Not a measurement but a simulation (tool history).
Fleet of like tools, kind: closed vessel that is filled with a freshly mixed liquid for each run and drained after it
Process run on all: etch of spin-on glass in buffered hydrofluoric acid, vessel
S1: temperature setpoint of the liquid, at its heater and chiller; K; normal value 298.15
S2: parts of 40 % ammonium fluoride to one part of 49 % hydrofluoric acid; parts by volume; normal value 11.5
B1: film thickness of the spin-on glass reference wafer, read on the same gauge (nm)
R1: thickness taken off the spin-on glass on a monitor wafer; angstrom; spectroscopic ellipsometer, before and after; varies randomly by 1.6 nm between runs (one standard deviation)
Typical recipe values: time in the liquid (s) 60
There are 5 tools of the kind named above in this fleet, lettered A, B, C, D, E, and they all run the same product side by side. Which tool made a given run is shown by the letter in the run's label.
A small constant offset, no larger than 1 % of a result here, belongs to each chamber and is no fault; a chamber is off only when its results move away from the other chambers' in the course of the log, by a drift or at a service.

{"run": "1E", "day": 0.446, "S1": 298.15, "S2": 11.5, "time in the liquid (s)": 60, "B1": 30.03, "R1": 1980.1}
{"run": "2A", "day": 0.788, "S1": 298.15, "S2": 11.5, "time in the liquid (s)": 60, "B1": 30.03, "R1": 2007.6}
{"run": "3B", "day": 1.15, "S1": 298.15, "S2": 11.5, "time in the liquid (s)": 60, "B1": 29.97, "R1": 2003.6}
{"run": "4C", "day": 1.396, "S1": 298.15, "S2": 11.5, "time in the liquid (s)": 60, "B1": 29.971, "R1": 1964.4}
{"run": "5D", "day": 1.692, "S1": 298.15, "S2": 11.5, "time in the liquid (s)": 60, "B1": 29.995, "R1": 1997}
{"run": "6D", "day": 1.983, "S1": 298.15, "S2": 11.5, "time in the liquid (s)": 60, "B1": 30.003, "R1": 2005.9}
{"run": "7A", "day": 2.217, "S1": 298.15, "S2": 11.5, "time in the liquid (s)": 60, "B1": 30.036, "R1": 1976.2}
{"run": "8C", "day": 2.454, "S1": 298.15, "S2": 11.5, "time in the liquid (s)": 60, "B1": 29.915, "R1": 1982.1}
{"day": 2.783, "done": "chamber D: hydrofluoric acid flow meter replaced"}
{"run": "9B", "day": 2.85, "S1": 298.15, "S2": 11.5, "time in the liquid (s)": 60, "B1": 29.99, "R1": 1981.5}
{"run": "10E", "day": 3.283, "S1": 298.15, "S2": 15.5, "time in the liquid (s)": 75, "B1": 29.972, "R1": 1887}
{"day": 3.562, "done": "chamber E: thermometer replaced"}
{"run": "11A", "day": 3.667, "S1": 298.15, "S2": 15.5, "time in the liquid (s)": 75, "B1": 30.062, "R1": 1855.1}
{"run": "12E", "day": 4.042, "S1": 298.15, "S2": 15.5, "time in the liquid (s)": 75, "B1": 30.018, "R1": 1858}
{"run": "13B", "day": 4.467, "S1": 298.15, "S2": 15.5, "time in the liquid (s)": 75, "B1": 30.015, "R1": 1842.5}
{"run": "14C", "day": 4.804, "S1": 298.15, "S2": 15.5, "time in the liquid (s)": 75, "B1": 29.981, "R1": 1881.4}
{"run": "15D", "day": 5.179, "S1": 298.15, "S2": 11.5, "time in the liquid (s)": 60, "B1": 30.008, "R1": 1999.5}
{"run": "16C", "day": 5.554, "S1": 294.65, "S2": 11.5, "time in the liquid (s)": 85, "B1": 29.97, "R1": 2348.9}
{"run": "17D", "day": 5.9, "S1": 294.65, "S2": 11.5, "time in the liquid (s)": 85, "B1": 29.997, "R1": 2359.9}
{"run": "18A", "day": 6.142, "S1": 294.65, "S2": 11.5, "time in the liquid (s)": 85, "B1": 30.007, "R1": 2335.6}
{"run": "19E", "day": 6.467, "S1": 294.65, "S2": 11.5, "time in the liquid (s)": 85, "B1": 29.955, "R1": 2333.7}
{"run": "20B", "day": 6.879, "S1": 294.65, "S2": 11.5, "time in the liquid (s)": 85, "B1": 29.996, "R1": 2268.5}
{"run": "21C", "day": 7.112, "S1": 298.15, "S2": 11.5, "time in the liquid (s)": 60, "B1": 29.997, "R1": 1956.9}
{"run": "22E", "day": 7.338, "S1": 298.15, "S2": 11.5, "time in the liquid (s)": 45, "B1": 30.024, "R1": 1474.2}
{"run": "23D", "day": 7.546, "S1": 298.15, "S2": 11.5, "time in the liquid (s)": 45, "B1": 29.985, "R1": 1490.2}
{"day": 7.588, "done": "chamber E: hydrofluoric acid flow meter replaced"}
{"run": "24B", "day": 7.904, "S1": 298.15, "S2": 11.5, "time in the liquid (s)": 45, "B1": 30.034, "R1": 1455.9}
{"run": "25A", "day": 8.279, "S1": 298.15, "S2": 11.5, "time in the liquid (s)": 45, "B1": 30.05, "R1": 1499.3}
{"run": "26A", "day": 8.558, "S1": 298.15, "S2": 11.5, "time in the liquid (s)": 45, "B1": 30.018, "R1": 1493.5}
{"run": "27D", "day": 8.796, "S1": 294.65, "S2": 9, "time in the liquid (s)": 60, "B1": 30.047, "R1": 2075.1}
{"run": "28B", "day": 9.175, "S1": 294.65, "S2": 9, "time in the liquid (s)": 60, "B1": 30.004, "R1": 1983.9}
{"day": 9.396, "done": "chamber C: thermometer replaced"}
{"run": "29C", "day": 9.592, "S1": 294.65, "S2": 9, "time in the liquid (s)": 60, "B1": 30.018, "R1": 1998.7}
{"run": "30E", "day": 9.975, "S1": 294.65, "S2": 9, "time in the liquid (s)": 60, "B1": 30, "R1": 2030.2}
{"run": "31B", "day": 10.308, "S1": 294.65, "S2": 9, "time in the liquid (s)": 60, "B1": 30.046, "R1": 1956.6}
{"day": 10.379, "done": "chamber A: hydrofluoric acid flow meter replaced"}
{"run": "32E", "day": 10.646, "S1": 298.15, "S2": 15.5, "time in the liquid (s)": 45, "B1": 30.008, "R1": 1128.4}
{"run": "33A", "day": 10.938, "S1": 298.15, "S2": 15.5, "time in the liquid (s)": 45, "B1": 29.998, "R1": 1120}
{"run": "34D", "day": 11.196, "S1": 298.15, "S2": 15.5, "time in the liquid (s)": 45, "B1": 30.042, "R1": 1118.1}
{"run": "35C", "day": 11.571, "S1": 298.15, "S2": 15.5, "time in the liquid (s)": 45, "B1": 29.966, "R1": 1117.4}
{"run": "36D", "day": 11.846, "S1": 298.15, "S2": 15.5, "time in the liquid (s)": 45, "B1": 29.944, "R1": 1110.5}
{"run": "37A", "day": 12.05, "S1": 298.15, "S2": 11.5, "time in the liquid (s)": 60, "B1": 30.035, "R1": 1999}
{"run": "38C", "day": 12.321, "S1": 298.15, "S2": 11.5, "time in the liquid (s)": 60, "B1": 30.023, "R1": 1981.2}
{"run": "39E", "day": 12.629, "S1": 298.15, "S2": 11.5, "time in the liquid (s)": 60, "B1": 30.015, "R1": 1981.5}
{"run": "40B", "day": 12.888, "S1": 298.15, "S2": 11.5, "time in the liquid (s)": 60, "B1": 30.014, "R1": 1854.9}
{"run": "41D", "day": 13.288, "S1": 298.15, "S2": 11.5, "time in the liquid (s)": 60, "B1": 30.002, "R1": 2003.7}
{"run": "42C", "day": 13.583, "S1": 298.15, "S2": 11.5, "time in the liquid (s)": 60, "B1": 29.97, "R1": 1970.1}
{"run": "43B", "day": 13.888, "S1": 298.15, "S2": 11.5, "time in the liquid (s)": 60, "B1": 29.991, "R1": 1850.8}
{"run": "44A", "day": 14.292, "S1": 298.15, "S2": 11.5, "time in the liquid (s)": 60, "B1": 30.039, "R1": 2023}

Next, every chamber runs the same settings. What will each give?
{"run": "45A", "day": 14.621, "S1": 298.15, "S2": 11.5, "time in the liquid (s)": 60, "R1": "?"}
{"run": "45B", "day": 14.621, "S1": 298.15, "S2": 11.5, "time in the liquid (s)": 60, "R1": "?"}
{"run": "45C", "day": 14.621, "S1": 298.15, "S2": 11.5, "time in the liquid (s)": 60, "R1": "?"}
{"run": "45D", "day": 14.621, "S1": 298.15, "S2": 11.5, "time in the liquid (s)": 60, "R1": "?"}
{"run": "45E", "day": 14.621, "S1": 298.15, "S2": 11.5, "time in the liquid (s)": 60, "R1": "?"}

run=45A R1=2013.5
run=45B R1=1836.7
run=45C R1=1985
run=45D R1=1984.2
run=45E R1=1992
